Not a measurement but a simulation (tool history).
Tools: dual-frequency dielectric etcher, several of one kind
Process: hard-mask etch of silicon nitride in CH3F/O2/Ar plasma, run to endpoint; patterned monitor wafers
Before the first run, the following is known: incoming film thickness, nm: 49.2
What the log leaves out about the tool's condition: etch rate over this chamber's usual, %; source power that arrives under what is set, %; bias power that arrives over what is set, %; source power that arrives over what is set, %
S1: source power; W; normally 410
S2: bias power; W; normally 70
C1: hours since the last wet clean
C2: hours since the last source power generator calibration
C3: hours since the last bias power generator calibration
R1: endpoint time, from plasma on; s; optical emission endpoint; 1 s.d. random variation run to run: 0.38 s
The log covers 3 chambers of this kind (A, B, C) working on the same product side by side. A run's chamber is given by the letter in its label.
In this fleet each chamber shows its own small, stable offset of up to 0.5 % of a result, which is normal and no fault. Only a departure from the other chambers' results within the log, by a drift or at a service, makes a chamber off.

run   hour   S1  S2     C1      C2      C3      R1
 1A    7.7  410  70  454.9  2051.4  1392.3  71.199
 2C   23.0  410  70  292.2   728.7  3054.8  71.827
 3B   34.6  410  70  280.3  4316.7  2047.4  71.125
 4A   49.5  410  70  496.7  2093.2  1434.1  71.832
 5C   59.5  410  70  328.7   765.2  3091.3  71.456
 6B   72.4  410  70  318.1  4354.5  2085.2  71.675
 7A   85.2  410  70  532.4  2128.9  1469.8  71.584
      87.2  -- chamber B: source power generator calibrated
 8B   94.3  410  70  340.0     7.2  2107.1  71.052
      95.0  -- chamber C: wet clean of the chamber
 9C  102.8  410  70    7.9   808.5  3134.6  70.883
10C  114.5  410  70   19.6   820.2  3146.3  70.897
     118.1  -- chamber A: wet clean of the chamber
     121.0  -- chamber B: wet clean of the chamber
11B  129.4  410  70    8.4    42.3  2142.2  71.866
12A  143.6  410  70   25.6  2187.3  1528.2  67.755
13B  153.3  410  70   32.3    66.2  2166.1  71.623
14C  167.0  410  70   72.1   872.7  3198.8  70.828
15A  175.6  350  85   57.6  2219.3  1560.2  67.259
     188.3  -- chamber A: source power generator calibrated
16A  188.3  350  85   70.3     0.1  1572.9  67.135
17B  200.8  350  85   79.8   113.7  2213.6  70.150
18C  209.5  410  65  114.6   915.2  3241.3  72.980
19B  219.6  410  65   98.6   132.5  2232.4  72.671
20A  232.9  410  65  114.9    44.7  1617.5  69.453

What goes on in this fleet: one chamber off, a drifting gauge, or nothing beyond the chambers' own small offsets? Name the chamber and the cause, if any.

After it was serviced, chamber A no longer matches the other chambers.
Likeliest cause: etch rate over this chamber's usual, % = 5.18.

Below are 4 candidate recipes for chamber A's next run, each the usual settings with a change, their results shown as question marks. Which of them brings A's results back in line with what the other chambers give on the usual settings?
To be in line, a result may differ from the other chambers' mean on the usual settings by at most: R1 1.300 s
21A-1  243.9  380  65               ?
21A-2  243.9  440  75               ?
21A-3  243.9  420  70               ?
21A-4  243.9  400  70               ?

Average result of the remaining chambers running the usual settings: R1 71.208 s
  run      R1
21A-1  71.929
21A-2  64.792
21A-3  67.522
21A-4  68.787
With 21A-1, the chamber falls back in line with the rest.
